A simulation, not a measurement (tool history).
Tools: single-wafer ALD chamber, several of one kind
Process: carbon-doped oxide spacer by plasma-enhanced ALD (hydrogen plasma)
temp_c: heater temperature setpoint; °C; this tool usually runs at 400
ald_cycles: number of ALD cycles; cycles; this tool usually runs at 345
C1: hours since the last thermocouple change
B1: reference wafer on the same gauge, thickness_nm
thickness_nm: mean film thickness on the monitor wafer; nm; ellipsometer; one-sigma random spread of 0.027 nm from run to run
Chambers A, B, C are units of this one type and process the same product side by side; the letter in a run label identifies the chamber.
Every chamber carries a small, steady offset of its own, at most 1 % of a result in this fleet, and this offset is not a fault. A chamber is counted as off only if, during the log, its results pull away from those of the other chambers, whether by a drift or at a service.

{"run": "1A", "hour": 13.9, "temp_c": 400, "ald_cycles": 345, "C1": 426.9, "B1": 17.697, "thickness_nm": 17.277}
{"run": "2C", "hour": 21.8, "temp_c": 400, "ald_cycles": 345, "C1": 170.8, "B1": 17.694, "thickness_nm": 17.119}
{"run": "3B", "hour": 28.5, "temp_c": 400, "ald_cycles": 345, "C1": 464.1, "B1": 17.682, "thickness_nm": 17.341}
{"run": "4B", "hour": 39.6, "temp_c": 400, "ald_cycles": 345, "C1": 475.2, "B1": 17.683, "thickness_nm": 17.361}
{"run": "5C", "hour": 46.5, "temp_c": 400, "ald_cycles": 345, "C1": 195.5, "B1": 17.675, "thickness_nm": 17.117}
{"run": "6A", "hour": 55.4, "temp_c": 400, "ald_cycles": 345, "C1": 468.4, "B1": 17.682, "thickness_nm": 17.269}
{"run": "7A", "hour": 65.4, "temp_c": 400, "ald_cycles": 345, "C1": 478.4, "B1": 17.678, "thickness_nm": 17.279}
{"run": "8B", "hour": 73.0, "temp_c": 400, "ald_cycles": 345, "C1": 508.6, "B1": 17.668, "thickness_nm": 17.271}
{"run": "9C", "hour": 86.7, "temp_c": 400, "ald_cycles": 345, "C1": 235.7, "B1": 17.667, "thickness_nm": 17.145}
{"run": "10B", "hour": 95.3, "temp_c": 400, "ald_cycles": 345, "C1": 530.9, "B1": 17.661, "thickness_nm": 17.309}
{"run": "11C", "hour": 105.9, "temp_c": 400, "ald_cycles": 345, "C1": 254.9, "B1": 17.657, "thickness_nm": 17.163}
{"run": "12A", "hour": 117.4, "temp_c": 400, "ald_cycles": 345, "C1": 530.4, "B1": 17.661, "thickness_nm": 17.293}
{"run": "13C", "hour": 124.6, "temp_c": 400, "ald_cycles": 345, "C1": 273.6, "B1": 17.649, "thickness_nm": 17.082}
{"run": "14A", "hour": 136.1, "temp_c": 400, "ald_cycles": 345, "C1": 549.1, "B1": 17.65, "thickness_nm": 17.245}
{"run": "15B", "hour": 143.8, "temp_c": 400, "ald_cycles": 345, "C1": 579.4, "B1": 17.646, "thickness_nm": 17.322}
{"run": "16B", "hour": 153.3, "temp_c": 400, "ald_cycles": 345, "C1": 588.9, "B1": 17.64, "thickness_nm": 17.317}
{"run": "17C", "hour": 160.2, "temp_c": 400, "ald_cycles": 345, "C1": 309.2, "B1": 17.635, "thickness_nm": 17.107}
{"run": "18A", "hour": 168.4, "temp_c": 405, "ald_cycles": 290, "C1": 581.4, "B1": 17.625, "thickness_nm": 14.29}
{"run": "19C", "hour": 182.5, "temp_c": 405, "ald_cycles": 290, "C1": 331.5, "B1": 17.633, "thickness_nm": 14.148}
{"run": "20B", "hour": 189.0, "temp_c": 405, "ald_cycles": 290, "C1": 624.6, "B1": 17.622, "thickness_nm": 14.308}
{"run": "21A", "hour": 196.3, "temp_c": 400, "ald_cycles": 345, "C1": 609.3, "B1": 17.623, "thickness_nm": 17.218}
{"run": "22B", "hour": 205.5, "temp_c": 400, "ald_cycles": 345, "C1": 641.1, "B1": 17.621, "thickness_nm": 17.279}
{"run": "23A", "hour": 216.5, "temp_c": 400, "ald_cycles": 345, "C1": 629.5, "B1": 17.617, "thickness_nm": 17.211}
{"run": "24C", "hour": 228.8, "temp_c": 400, "ald_cycles": 345, "C1": 377.8, "B1": 17.607, "thickness_nm": 17.029}
{"run": "25A", "hour": 240.4, "temp_c": 400, "ald_cycles": 345, "C1": 653.4, "B1": 17.607, "thickness_nm": 17.186}
{"run": "26B", "hour": 249.2, "temp_c": 400, "ald_cycles": 345, "C1": 684.8, "B1": 17.607, "thickness_nm": 17.238}
{"run": "27C", "hour": 263.3, "temp_c": 400, "ald_cycles": 345, "C1": 412.3, "B1": 17.596, "thickness_nm": 16.986}
{"run": "28B", "hour": 269.9, "temp_c": 400, "ald_cycles": 345, "C1": 705.5, "B1": 17.592, "thickness_nm": 17.253}
{"run": "29A", "hour": 281.7, "temp_c": 400, "ald_cycles": 345, "C1": 694.7, "B1": 17.585, "thickness_nm": 17.206}

All chambers now run identical settings, listed one chamber a line with results as question marks. What results will each chamber show?
{"run": "30A", "hour": 291.8, "temp_c": 400, "ald_cycles": 295, "thickness_nm": "?"}
{"run": "30B", "hour": 291.8, "temp_c": 400, "ald_cycles": 295, "thickness_nm": "?"}
{"run": "30C", "hour": 291.8, "temp_c": 400, "ald_cycles": 295, "thickness_nm": "?"}

run=30A thickness_nm=14.67
run=30B thickness_nm=14.702
run=30C thickness_nm=14.579
